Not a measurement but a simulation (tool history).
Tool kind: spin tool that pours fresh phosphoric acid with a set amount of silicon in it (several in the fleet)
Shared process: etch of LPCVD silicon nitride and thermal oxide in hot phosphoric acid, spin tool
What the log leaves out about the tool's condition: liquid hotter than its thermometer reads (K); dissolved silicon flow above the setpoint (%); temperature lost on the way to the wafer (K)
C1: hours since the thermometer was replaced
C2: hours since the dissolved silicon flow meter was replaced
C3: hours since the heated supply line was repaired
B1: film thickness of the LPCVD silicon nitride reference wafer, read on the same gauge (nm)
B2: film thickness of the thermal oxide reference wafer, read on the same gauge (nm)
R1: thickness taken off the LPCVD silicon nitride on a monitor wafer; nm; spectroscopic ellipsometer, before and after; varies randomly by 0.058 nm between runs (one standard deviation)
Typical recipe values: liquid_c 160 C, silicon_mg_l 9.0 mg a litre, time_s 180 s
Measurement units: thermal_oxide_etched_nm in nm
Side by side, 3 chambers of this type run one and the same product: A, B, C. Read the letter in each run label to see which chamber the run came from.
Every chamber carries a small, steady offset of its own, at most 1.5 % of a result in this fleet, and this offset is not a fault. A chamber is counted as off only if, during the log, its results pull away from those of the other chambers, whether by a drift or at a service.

run 1A day=0.154 | liquid_c=160 silicon_mg_l=9.0 time_s=180 | C1=249.3 C2=305.1 C3=2204.6 | B1=49.956 B2=110.00 | R1=18.172 thermal_oxide_etched_nm=0.43309
run 2C day=0.408 | liquid_c=160 silicon_mg_l=9.0 time_s=180 | C1=409.7 C2=756.0 C3=1535.6 | B1=49.968 B2=109.98 | R1=18.374 thermal_oxide_etched_nm=0.41688
run 3B day=0.692 | liquid_c=160 silicon_mg_l=9.0 time_s=180 | C1=320.1 C2=460.7 C3=469.4 | B1=50.035 B2=109.99 | R1=18.311 thermal_oxide_etched_nm=0.40942
run 4A day=0.908 | liquid_c=160 silicon_mg_l=9.0 time_s=180 | C1=267.4 C2=323.2 C3=2222.7 | B1=49.982 B2=110.06 | R1=18.250 thermal_oxide_etched_nm=0.42182
run 5B day=1.188 | liquid_c=160 silicon_mg_l=9.0 time_s=260 | C1=332.0 C2=472.6 C3=481.3 | B1=50.025 B2=110.00 | R1=26.612 thermal_oxide_etched_nm=0.66806
run 6C day=1.375 | liquid_c=160 silicon_mg_l=9.0 time_s=260 | C1=432.9 C2=779.2 C3=1558.8 | B1=50.046 B2=110.01 | R1=26.518 thermal_oxide_etched_nm=0.58348
run 7A day=1.575 | liquid_c=160 silicon_mg_l=9.0 time_s=260 | C1=283.4 C2=339.2 C3=2238.7 | B1=49.940 B2=110.04 | R1=26.519 thermal_oxide_etched_nm=0.64617
run 8C day=1.788 | liquid_c=160 silicon_mg_l=9.0 time_s=180 | C1=442.8 C2=789.1 C3=1568.7 | B1=49.946 B2=109.96 | R1=18.366 thermal_oxide_etched_nm=0.44669
run 9B day=2.038 | liquid_c=161 silicon_mg_l=9.0 time_s=235 | C1=352.4 C2=493.0 C3=501.7 | B1=50.019 B2=110.03 | R1=24.806 thermal_oxide_etched_nm=0.66391
run 10C day=2.312 | liquid_c=161 silicon_mg_l=9.0 time_s=235 | C1=455.4 C2=801.7 C3=1581.3 | B1=49.973 B2=110.01 | R1=24.862 thermal_oxide_etched_nm=0.65156
run 11A day=2.458 | liquid_c=161 silicon_mg_l=9.0 time_s=235 | C1=304.6 C2=360.4 C3=2259.9 | B1=49.965 B2=110.05 | R1=24.511 thermal_oxide_etched_nm=0.57787
-- day=2.612 chamber A: heated supply line repaired
run 12B day=2.683 | liquid_c=160 silicon_mg_l=9.0 time_s=180 | C1=367.9 C2=508.5 C3=517.2 | B1=49.995 B2=110.04 | R1=18.348 thermal_oxide_etched_nm=0.43202
run 13B day=2.850 | liquid_c=160 silicon_mg_l=9.0 time_s=180 | C1=371.9 C2=512.5 C3=521.2 | B1=50.002 B2=110.00 | R1=18.383 thermal_oxide_etched_nm=0.43127
run 14C day=2.992 | liquid_c=160 silicon_mg_l=9.0 time_s=180 | C1=471.7 C2=818.0 C3=1597.6 | B1=50.030 B2=109.98 | R1=18.319 thermal_oxide_etched_nm=0.40454
run 15A day=3.142 | liquid_c=160 silicon_mg_l=9.0 time_s=180 | C1=321.0 C2=376.8 C3=12.8 | B1=50.005 B2=110.04 | R1=18.323 thermal_oxide_etched_nm=0.42311
run 16C day=3.325 | liquid_c=160 silicon_mg_l=9.0 time_s=180 | C1=479.7 C2=826.0 C3=1605.6 | B1=50.009 B2=110.01 | R1=18.331 thermal_oxide_etched_nm=0.41843
run 17A day=3.479 | liquid_c=163 silicon_mg_l=9.0 time_s=180 | C1=329.1 C2=384.9 C3=20.9 | B1=49.998 B2=110.02 | R1=20.370 thermal_oxide_etched_nm=0.52727
run 18B day=3.758 | liquid_c=163 silicon_mg_l=9.0 time_s=180 | C1=393.7 C2=534.3 C3=543.0 | B1=49.992 B2=110.01 | R1=20.331 thermal_oxide_etched_nm=0.50115
run 19C day=3.950 | liquid_c=163 silicon_mg_l=9.0 time_s=180 | C1=494.7 C2=841.0 C3=1620.6 | B1=49.973 B2=109.96 | R1=20.252 thermal_oxide_etched_nm=0.51525
-- day=4.175 chamber B: dissolved silicon flow meter replaced
run 20A day=4.204 | liquid_c=160 silicon_mg_l=9.0 time_s=180 | C1=346.5 C2=402.3 C3=38.3 | B1=49.971 B2=110.02 | R1=18.313 thermal_oxide_etched_nm=0.45825
run 21B day=4.388 | liquid_c=160 silicon_mg_l=9.0 time_s=180 | C1=408.8 C2=5.2 C3=558.1 | B1=49.988 B2=109.96 | R1=18.225 thermal_oxide_etched_nm=0.41536
-- day=4.625 chamber C: dissolved silicon flow meter replaced
run 22B day=4.662 | liquid_c=160 silicon_mg_l=9.0 time_s=180 | C1=415.4 C2=11.8 C3=564.7 | B1=49.937 B2=110.00 | R1=18.416 thermal_oxide_etched_nm=0.45930
run 23C day=4.808 | liquid_c=160 silicon_mg_l=9.0 time_s=180 | C1=515.3 C2=4.4 C3=1641.2 | B1=49.964 B2=110.01 | R1=18.334 thermal_oxide_etched_nm=0.40522
run 24A day=5.121 | liquid_c=160 silicon_mg_l=9.0 time_s=180 | C1=368.5 C2=424.3 C3=60.3 | B1=49.974 B2=110.02 | R1=18.271 thermal_oxide_etched_nm=0.44711
run 25A day=5.308 | liquid_c=160 silicon_mg_l=6.0 time_s=180 | C1=373.0 C2=428.8 C3=64.8 | B1=49.985 B2=110.02 | R1=18.269 thermal_oxide_etched_nm=0.43237
run 26B day=5.488 | liquid_c=160 silicon_mg_l=6.0 time_s=180 | C1=435.2 C2=31.6 C3=584.5 | B1=49.999 B2=110.03 | R1=18.406 thermal_oxide_etched_nm=0.47522
run 27C day=5.808 | liquid_c=160 silicon_mg_l=6.0 time_s=180 | C1=539.3 C2=28.4 C3=1665.2 | B1=49.993 B2=109.99 | R1=18.436 thermal_oxide_etched_nm=0.50931
run 28A day=6.058 | liquid_c=160 silicon_mg_l=9.0 time_s=180 | C1=391.0 C2=446.8 C3=82.8 | B1=49.986 B2=109.93 | R1=18.317 thermal_oxide_etched_nm=0.37874
run 29B day=6.233 | liquid_c=160 silicon_mg_l=9.0 time_s=180 | C1=453.1 C2=49.5 C3=602.4 | B1=50.057 B2=110.00 | R1=18.347 thermal_oxide_etched_nm=0.38420
run 30C day=6.525 | liquid_c=160 silicon_mg_l=9.0 time_s=180 | C1=556.5 C2=45.6 C3=1682.4 | B1=50.007 B2=109.96 | R1=18.366 thermal_oxide_etched_nm=0.48435
run 31B day=6.800 | liquid_c=160 silicon_mg_l=9.0 time_s=180 | C1=466.7 C2=63.1 C3=616.0 | B1=49.980 B2=109.94 | R1=18.376 thermal_oxide_etched_nm=0.40890
run 32C day=7.079 | liquid_c=160 silicon_mg_l=9.0 time_s=180 | C1=569.8 C2=58.9 C3=1695.7 | B1=49.990 B2=110.01 | R1=18.347 thermal_oxide_etched_nm=0.39497
run 33A day=7.350 | liquid_c=160 silicon_mg_l=9.0 time_s=180 | C1=422.0 C2=477.8 C3=113.8 | B1=50.007 B2=110.04 | R1=18.262 thermal_oxide_etched_nm=0.48178
run 34A day=7.496 | liquid_c=160 silicon_mg_l=9.0 time_s=180 | C1=425.5 C2=481.3 C3=117.3 | B1=49.996 B2=109.99 | R1=18.338 thermal_oxide_etched_nm=0.42877
run 35B day=7.721 | liquid_c=160 silicon_mg_l=4.5 time_s=180 | C1=488.8 C2=85.2 C3=638.1 | B1=49.998 B2=110.01 | R1=18.407 thermal_oxide_etched_nm=0.44839
run 36C day=8.038 | liquid_c=160 silicon_mg_l=4.5 time_s=180 | C1=592.8 C2=81.9 C3=1718.7 | B1=50.048 B2=109.99 | R1=18.340 thermal_oxide_etched_nm=0.49267
run 37B day=8.342 | liquid_c=160 silicon_mg_l=4.5 time_s=180 | C1=503.7 C2=100.1 C3=653.0 | B1=50.029 B2=109.97 | R1=18.480 thermal_oxide_etched_nm=0.42982
run 38C day=8.517 | liquid_c=160 silicon_mg_l=9.0 time_s=180 | C1=604.3 C2=93.4 C3=1730.2 | B1=50.069 B2=109.99 | R1=18.397 thermal_oxide_etched_nm=0.37263
run 39A day=8.738 | liquid_c=160 silicon_mg_l=9.0 time_s=180 | C1=455.3 C2=511.1 C3=147.1 | B1=50.030 B2=110.01 | R1=18.336 thermal_oxide_etched_nm=0.39370
run 40C day=8.983 | liquid_c=160 silicon_mg_l=9.0 time_s=270 | C1=615.5 C2=104.6 C3=1741.4 | B1=50.028 B2=110.01 | R1=27.697 thermal_oxide_etched_nm=0.63421

Next, all 3 chambers run the settings below, one line each with question marks for the results. What does each chamber give?
run 41A day=9.212 | liquid_c=160 silicon_mg_l=7.0 time_s=180 | R1=? thermal_oxide_etched_nm=?
run 41B day=9.212 | liquid_c=160 silicon_mg_l=7.0 time_s=180 | R1=? thermal_oxide_etched_nm=?
run 41C day=9.212 | liquid_c=160 silicon_mg_l=7.0 time_s=180 | R1=? thermal_oxide_etched_nm=?

run=41A R1=18.365 thermal_oxide_etched_nm=0.45839
run=41B R1=18.396 thermal_oxide_etched_nm=0.45218
run=41C R1=18.389 thermal_oxide_etched_nm=0.44302

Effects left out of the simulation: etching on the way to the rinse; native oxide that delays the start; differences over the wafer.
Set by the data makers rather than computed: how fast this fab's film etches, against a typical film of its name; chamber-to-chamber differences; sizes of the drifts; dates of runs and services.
